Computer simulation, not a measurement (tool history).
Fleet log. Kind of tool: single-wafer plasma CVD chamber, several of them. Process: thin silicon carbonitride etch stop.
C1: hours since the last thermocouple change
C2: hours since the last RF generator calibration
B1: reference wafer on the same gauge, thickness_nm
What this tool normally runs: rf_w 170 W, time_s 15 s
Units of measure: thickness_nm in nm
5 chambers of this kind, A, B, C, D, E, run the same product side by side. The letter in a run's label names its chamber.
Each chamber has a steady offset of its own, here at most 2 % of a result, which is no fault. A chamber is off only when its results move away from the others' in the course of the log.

{"run": "1D", "hour": 7.5, "rf_w": 170, "time_s": 15, "C1": 1287.1, "C2": 2180.5, "B1": 6.7059, "thickness_nm": 8.1092}
{"run": "2C", "hour": 21.3, "rf_w": 170, "time_s": 15, "C1": 2275.7, "C2": 872.5, "B1": 6.7039, "thickness_nm": 8.1228}
{"run": "3B", "hour": 33.8, "rf_w": 170, "time_s": 15, "C1": 217.3, "C2": 687, "B1": 6.7074, "thickness_nm": 8.0704}
{"run": "4A", "hour": 41.7, "rf_w": 170, "time_s": 15, "C1": 1280.2, "C2": 861.1, "B1": 6.7115, "thickness_nm": 8.2682}
{"hour": 45.6, "done": "chamber D: thermocouple changed; heater temperature recalibrated"}
{"run": "5E", "hour": 48.4, "rf_w": 170, "time_s": 15, "C1": 352.4, "C2": 138.4, "B1": 6.7056, "thickness_nm": 8.1828}
{"run": "6D", "hour": 56.1, "rf_w": 170, "time_s": 15, "C1": 10.5, "C2": 2229.1, "B1": 6.7107, "thickness_nm": 8.1246}
{"run": "7B", "hour": 67.6, "rf_w": 170, "time_s": 15, "C1": 251.1, "C2": 720.8, "B1": 6.7091, "thickness_nm": 8.0598}
{"run": "8E", "hour": 75.3, "rf_w": 170, "time_s": 15, "C1": 379.3, "C2": 165.3, "B1": 6.711, "thickness_nm": 8.1833}
{"run": "9C", "hour": 82.9, "rf_w": 170, "time_s": 15, "C1": 2337.3, "C2": 934.1, "B1": 6.712, "thickness_nm": 8.0639}
{"run": "10A", "hour": 91.4, "rf_w": 170, "time_s": 15, "C1": 1329.9, "C2": 910.8, "B1": 6.7115, "thickness_nm": 8.2634}
{"run": "11A", "hour": 97.5, "rf_w": 170, "time_s": 15, "C1": 1336, "C2": 916.9, "B1": 6.7105, "thickness_nm": 8.2694}
{"run": "12D", "hour": 104.5, "rf_w": 170, "time_s": 15, "C1": 58.9, "C2": 2277.5, "B1": 6.7079, "thickness_nm": 8.1244}
{"run": "13C", "hour": 116.7, "rf_w": 145, "time_s": 17.5, "C1": 2371.1, "C2": 967.9, "B1": 6.7094, "thickness_nm": 9.0713}
{"run": "14E", "hour": 127.0, "rf_w": 145, "time_s": 17.5, "C1": 431, "C2": 217, "B1": 6.7108, "thickness_nm": 9.0937}
{"run": "15B", "hour": 138.0, "rf_w": 145, "time_s": 17.5, "C1": 321.5, "C2": 791.2, "B1": 6.7071, "thickness_nm": 8.9795}
{"hour": 144.3, "done": "chamber C: thermocouple changed; heater temperature recalibrated"}
{"run": "16A", "hour": 148.2, "rf_w": 145, "time_s": 17.5, "C1": 1386.7, "C2": 967.6, "B1": 6.7116, "thickness_nm": 9.2661}
{"run": "17E", "hour": 160.6, "rf_w": 145, "time_s": 17.5, "C1": 464.6, "C2": 250.6, "B1": 6.7059, "thickness_nm": 9.1464}
{"run": "18C", "hour": 167.2, "rf_w": 170, "time_s": 15, "C1": 22.9, "C2": 1018.4, "B1": 6.7164, "thickness_nm": 8.0677}
{"run": "19B", "hour": 179.9, "rf_w": 170, "time_s": 15, "C1": 363.4, "C2": 833.1, "B1": 6.7128, "thickness_nm": 8.104}
{"run": "20D", "hour": 192.1, "rf_w": 170, "time_s": 15, "C1": 146.5, "C2": 2365.1, "B1": 6.7092, "thickness_nm": 8.1065}
{"run": "21D", "hour": 198.6, "rf_w": 170, "time_s": 15, "C1": 153, "C2": 2371.6, "B1": 6.7119, "thickness_nm": 8.1263}
{"run": "22E", "hour": 207.7, "rf_w": 170, "time_s": 15, "C1": 511.7, "C2": 297.7, "B1": 6.7163, "thickness_nm": 8.1755}
{"run": "23B", "hour": 218.2, "rf_w": 170, "time_s": 15, "C1": 401.7, "C2": 871.4, "B1": 6.7081, "thickness_nm": 8.0455}
{"run": "24A", "hour": 229.3, "rf_w": 170, "time_s": 15, "C1": 1467.8, "C2": 1048.7, "B1": 6.7158, "thickness_nm": 8.3084}
{"run": "25C", "hour": 241.8, "rf_w": 190, "time_s": 17.4, "C1": 97.5, "C2": 1093, "B1": 6.7119, "thickness_nm": 9.7365}
{"run": "26B", "hour": 251.9, "rf_w": 190, "time_s": 17.4, "C1": 435.4, "C2": 905.1, "B1": 6.7096, "thickness_nm": 9.6516}
{"run": "27E", "hour": 264.5, "rf_w": 190, "time_s": 17.4, "C1": 568.5, "C2": 354.5, "B1": 6.714, "thickness_nm": 9.8299}
{"run": "28A", "hour": 272.7, "rf_w": 190, "time_s": 17.4, "C1": 1511.2, "C2": 1092.1, "B1": 6.7063, "thickness_nm": 9.9895}
{"hour": 275.9, "done": "chamber D: RF generator calibrated"}
{"run": "29D", "hour": 283.1, "rf_w": 190, "time_s": 17.4, "C1": 237.5, "C2": 7.3, "B1": 6.7091, "thickness_nm": 9.7415}
{"run": "30C", "hour": 296.6, "rf_w": 170, "time_s": 15, "C1": 152.3, "C2": 1147.8, "B1": 6.7069, "thickness_nm": 8.1289}
{"run": "31A", "hour": 308.5, "rf_w": 170, "time_s": 15, "C1": 1547, "C2": 1127.9, "B1": 6.7128, "thickness_nm": 8.2918}
{"run": "32D", "hour": 317.4, "rf_w": 170, "time_s": 15, "C1": 271.8, "C2": 41.6, "B1": 6.7061, "thickness_nm": 8.1412}
{"run": "33E", "hour": 324.3, "rf_w": 170, "time_s": 15, "C1": 628.3, "C2": 414.3, "B1": 6.7111, "thickness_nm": 8.1746}
{"run": "34B", "hour": 337.8, "rf_w": 170, "time_s": 15, "C1": 521.3, "C2": 991, "B1": 6.7099, "thickness_nm": 8.0697}
{"run": "35C", "hour": 347.9, "rf_w": 170, "time_s": 15, "C1": 203.6, "C2": 1199.1, "B1": 6.7082, "thickness_nm": 8.1133}
{"run": "36E", "hour": 357.7, "rf_w": 170, "time_s": 15, "C1": 661.7, "C2": 447.7, "B1": 6.7119, "thickness_nm": 8.1943}
{"run": "37B", "hour": 366.0, "rf_w": 170, "time_s": 15, "C1": 549.5, "C2": 1019.2, "B1": 6.7089, "thickness_nm": 8.084}
{"run": "38A", "hour": 374.1, "rf_w": 170, "time_s": 15, "C1": 1612.6, "C2": 1193.5, "B1": 6.7165, "thickness_nm": 8.3027}

One chamber off, gauge drift, or nothing amiss beyond the chambers' own small offsets? If it is a chamber, which one, and what is the likeliest cause?

No chamber is off and the gauge is stable; the differences are just each chamber's small, constant offset.

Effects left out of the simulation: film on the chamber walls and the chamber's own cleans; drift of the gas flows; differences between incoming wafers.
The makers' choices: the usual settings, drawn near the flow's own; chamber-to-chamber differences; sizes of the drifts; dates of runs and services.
